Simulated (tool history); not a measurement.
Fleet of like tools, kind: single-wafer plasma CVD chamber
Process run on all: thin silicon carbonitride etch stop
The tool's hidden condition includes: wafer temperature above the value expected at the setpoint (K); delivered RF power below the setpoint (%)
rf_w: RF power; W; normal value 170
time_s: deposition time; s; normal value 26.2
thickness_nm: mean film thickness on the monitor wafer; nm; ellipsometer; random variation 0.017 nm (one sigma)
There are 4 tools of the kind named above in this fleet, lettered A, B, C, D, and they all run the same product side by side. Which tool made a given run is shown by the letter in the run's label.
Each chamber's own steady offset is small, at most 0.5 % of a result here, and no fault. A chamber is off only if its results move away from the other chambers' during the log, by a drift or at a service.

run   hour  rf_w  time_s  hours since the last thermocouple change  hours since the last RF generator calibration  read-back reference wafer on the same gauge, thickness_nm  thickness_nm
 1D    6.5   170    26.2                                      1031                                          414.4                                                     13.995        14.173
 2C   10.2   170    26.2                                     767.2                                         1482.3                                                     13.994        14.218
 3A   16.3   170    26.2                                    2051.6                                          670.1                                                     13.997        14.239
      19.4  -- chamber A: thermocouple changed; heater temperature recalibrated
 4B   21.5   170    26.2                                     701.3                                          920.4                                                      13.99        14.211
 5A   27.8   170    26.2                                       8.4                                          681.6                                                     13.991         14.21
 6B   35.8   170    26.2                                     715.6                                          934.7                                                     13.985        14.217
 7D   41.3   170    26.2                                    1065.8                                          449.2                                                     13.982        14.148
 8C   46.7   170    26.2                                     803.7                                         1518.8                                                     13.981        14.161
 9B   53.1   170    26.2                                     732.9                                            952                                                     13.977         14.23
10C   58.3   170    26.2                                     815.3                                         1530.4                                                     13.982        14.181
11A   65.7   170    26.2                                      46.3                                          719.5                                                     13.971         14.21
12D     74   170    28.4                                    1098.5                                          481.9                                                     13.968         15.33
13B   77.7   170    28.4                                     757.5                                          976.6                                                     13.969        15.395
14D   83.3   170    28.4                                    1107.8                                          491.2                                                     13.965        15.337
15A   91.6   170    28.4                                      72.2                                          745.4                                                     13.959        15.418
16C   97.4   170    26.2                                     854.4                                         1569.5                                                     13.955         14.18
17B  103.7   170    26.2                                     783.5                                         1002.6                                                     13.954        14.163
18D  107.5   170    26.2                                      1132                                          515.4                                                     13.948        14.134
19A  115.1   170    26.2                                      95.7                                          768.9                                                     13.948        14.197
20C  120.8   170    26.2                                     877.8                                         1592.9                                                      13.95        14.148
21C  128.2   170    26.2                                     885.2                                         1600.3                                                     13.945        14.149
22A  133.5   195    26.2                                     114.1                                          787.3                                                     13.945        14.803
23D  139.9   195    26.2                                    1164.4                                          547.8                                                     13.938        14.701
     145.1  -- chamber B: RF generator calibrated
24B  146.3   195    26.2                                     826.1                                            1.2                                                     13.939        14.772
25B  152.9   195    26.2                                     832.7                                            7.8                                                     13.935        14.784
26A  157.6   170    26.2                                     138.2                                          811.4                                                     13.937        14.168
27D  161.4   190    26.2                                    1185.9                                          569.3                                                      13.93        14.581

Predict what each chamber gives when all 4 of them run the settings below next.
28A  167.4   170    30.1                                                                                                                                                                 ?
28B  167.4   170    30.1                                                                                                                                                                 ?
28C  167.4   170    30.1                                                                                                                                                                 ?
28D  167.4   170    30.1                                                                                                                                                                 ?

run  thickness_nm
28A        16.285
28B        16.314
28C        16.228
28D        16.203
